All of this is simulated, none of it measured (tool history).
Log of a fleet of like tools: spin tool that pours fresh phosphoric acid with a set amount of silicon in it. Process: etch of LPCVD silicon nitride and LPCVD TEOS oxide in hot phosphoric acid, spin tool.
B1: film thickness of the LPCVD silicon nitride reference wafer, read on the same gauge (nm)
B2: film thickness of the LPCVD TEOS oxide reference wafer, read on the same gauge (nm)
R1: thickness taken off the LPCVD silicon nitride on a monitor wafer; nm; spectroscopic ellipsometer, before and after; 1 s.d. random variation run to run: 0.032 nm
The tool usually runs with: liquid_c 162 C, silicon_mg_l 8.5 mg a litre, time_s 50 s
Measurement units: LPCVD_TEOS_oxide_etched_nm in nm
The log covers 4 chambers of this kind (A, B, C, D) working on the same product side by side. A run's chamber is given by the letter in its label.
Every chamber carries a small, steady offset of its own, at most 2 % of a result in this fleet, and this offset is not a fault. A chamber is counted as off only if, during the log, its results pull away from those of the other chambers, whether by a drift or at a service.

run 1C day=0.496 | liquid_c=162 silicon_mg_l=8.5 time_s=50 | B1=109.97 B2=69.996 | R1=4.4034 LPCVD_TEOS_oxide_etched_nm=0.32364
run 2D day=0.762 | liquid_c=162 silicon_mg_l=8.5 time_s=50 | B1=110.01 B2=70.008 | R1=4.4746 LPCVD_TEOS_oxide_etched_nm=0.33895
run 3B day=1.300 | liquid_c=162 silicon_mg_l=8.5 time_s=50 | B1=109.99 B2=69.993 | R1=4.5515 LPCVD_TEOS_oxide_etched_nm=0.34426
run 4A day=1.838 | liquid_c=162 silicon_mg_l=8.5 time_s=50 | B1=109.98 B2=70.003 | R1=4.4719 LPCVD_TEOS_oxide_etched_nm=0.31949
run 5C day=2.104 | liquid_c=160 silicon_mg_l=8.5 time_s=40 | B1=110.01 B2=70.003 | R1=3.3417 LPCVD_TEOS_oxide_etched_nm=0.20946
run 6D day=2.383 | liquid_c=160 silicon_mg_l=8.5 time_s=40 | B1=109.99 B2=70.002 | R1=3.3480 LPCVD_TEOS_oxide_etched_nm=0.21792
run 7B day=2.888 | liquid_c=160 silicon_mg_l=8.5 time_s=40 | B1=110.03 B2=70.003 | R1=3.3386 LPCVD_TEOS_oxide_etched_nm=0.23606
-- day=3.138 chamber C: heated supply line repaired
run 8A day=3.267 | liquid_c=160 silicon_mg_l=8.5 time_s=40 | B1=110.00 B2=69.984 | R1=3.3686 LPCVD_TEOS_oxide_etched_nm=0.26412
run 9A day=3.708 | liquid_c=162 silicon_mg_l=8.5 time_s=50 | B1=109.98 B2=70.018 | R1=4.4377 LPCVD_TEOS_oxide_etched_nm=0.35578
run 10D day=4.183 | liquid_c=162 silicon_mg_l=8.5 time_s=50 | B1=109.98 B2=69.973 | R1=4.4616 LPCVD_TEOS_oxide_etched_nm=0.33585
-- day=4.488 chamber C: thermometer replaced
run 11C day=4.704 | liquid_c=162 silicon_mg_l=8.5 time_s=50 | B1=109.96 B2=69.975 | R1=4.3942 LPCVD_TEOS_oxide_etched_nm=0.34999
run 12B day=4.971 | liquid_c=162 silicon_mg_l=8.5 time_s=50 | B1=109.98 B2=69.991 | R1=4.5061 LPCVD_TEOS_oxide_etched_nm=0.30722
run 13A day=5.442 | liquid_c=162 silicon_mg_l=8.5 time_s=50 | B1=110.04 B2=69.986 | R1=4.4462 LPCVD_TEOS_oxide_etched_nm=0.32573
run 14D day=5.933 | liquid_c=162 silicon_mg_l=8.5 time_s=50 | B1=110.03 B2=69.991 | R1=4.4701 LPCVD_TEOS_oxide_etched_nm=0.33461
run 15C day=6.475 | liquid_c=162 silicon_mg_l=8.5 time_s=50 | B1=110.00 B2=69.986 | R1=4.4042 LPCVD_TEOS_oxide_etched_nm=0.31385
run 16B day=6.875 | liquid_c=162 silicon_mg_l=8.5 time_s=50 | B1=109.97 B2=69.996 | R1=4.4412 LPCVD_TEOS_oxide_etched_nm=0.34133
run 17C day=7.212 | liquid_c=162 silicon_mg_l=8.5 time_s=50 | B1=110.01 B2=70.009 | R1=4.4502 LPCVD_TEOS_oxide_etched_nm=0.29943
-- day=7.275 chamber B: heated supply line repaired
-- day=7.471 chamber B: dissolved silicon flow meter replaced
run 18A day=7.662 | liquid_c=162 silicon_mg_l=8.5 time_s=50 | B1=110.01 B2=69.981 | R1=4.4792 LPCVD_TEOS_oxide_etched_nm=0.32005
run 19D day=8.121 | liquid_c=162 silicon_mg_l=8.5 time_s=50 | B1=109.99 B2=69.973 | R1=4.4072 LPCVD_TEOS_oxide_etched_nm=0.34123
run 20B day=8.454 | liquid_c=162 silicon_mg_l=8.5 time_s=50 | B1=109.94 B2=70.021 | R1=4.5581 LPCVD_TEOS_oxide_etched_nm=0.32702
run 21D day=8.721 | liquid_c=162 silicon_mg_l=8.5 time_s=50 | B1=109.99 B2=69.987 | R1=4.4075 LPCVD_TEOS_oxide_etched_nm=0.32981
run 22A day=9.138 | liquid_c=162 silicon_mg_l=8.5 time_s=50 | B1=109.99 B2=70.027 | R1=4.5088 LPCVD_TEOS_oxide_etched_nm=0.32020
run 23B day=9.658 | liquid_c=162 silicon_mg_l=11.0 time_s=50 | B1=110.01 B2=70.023 | R1=4.5219 LPCVD_TEOS_oxide_etched_nm=0.29874
run 24C day=9.962 | liquid_c=162 silicon_mg_l=11.0 time_s=50 | B1=110.01 B2=69.995 | R1=4.4451 LPCVD_TEOS_oxide_etched_nm=0.29260
run 25D day=10.208 | liquid_c=162 silicon_mg_l=11.0 time_s=50 | B1=110.04 B2=69.993 | R1=4.4656 LPCVD_TEOS_oxide_etched_nm=0.31991
run 26B day=10.521 | liquid_c=162 silicon_mg_l=11.0 time_s=50 | B1=110.03 B2=69.971 | R1=4.4638 LPCVD_TEOS_oxide_etched_nm=0.28766

Predict what each chamber gives when all 4 of them run the settings below next.
run 27A day=10.912 | liquid_c=162 silicon_mg_l=8.5 time_s=75 | R1=? LPCVD_TEOS_oxide_etched_nm=?
run 27B day=10.912 | liquid_c=162 silicon_mg_l=8.5 time_s=75 | R1=? LPCVD_TEOS_oxide_etched_nm=?
run 27C day=10.912 | liquid_c=162 silicon_mg_l=8.5 time_s=75 | R1=? LPCVD_TEOS_oxide_etched_nm=?
run 27D day=10.912 | liquid_c=162 silicon_mg_l=8.5 time_s=75 | R1=? LPCVD_TEOS_oxide_etched_nm=?

run=27A R1=6.7431 LPCVD_TEOS_oxide_etched_nm=0.50607
run=27B R1=6.8092 LPCVD_TEOS_oxide_etched_nm=0.52794
run=27C R1=6.6947 LPCVD_TEOS_oxide_etched_nm=0.46301
run=27D R1=6.6780 LPCVD_TEOS_oxide_etched_nm=0.43457
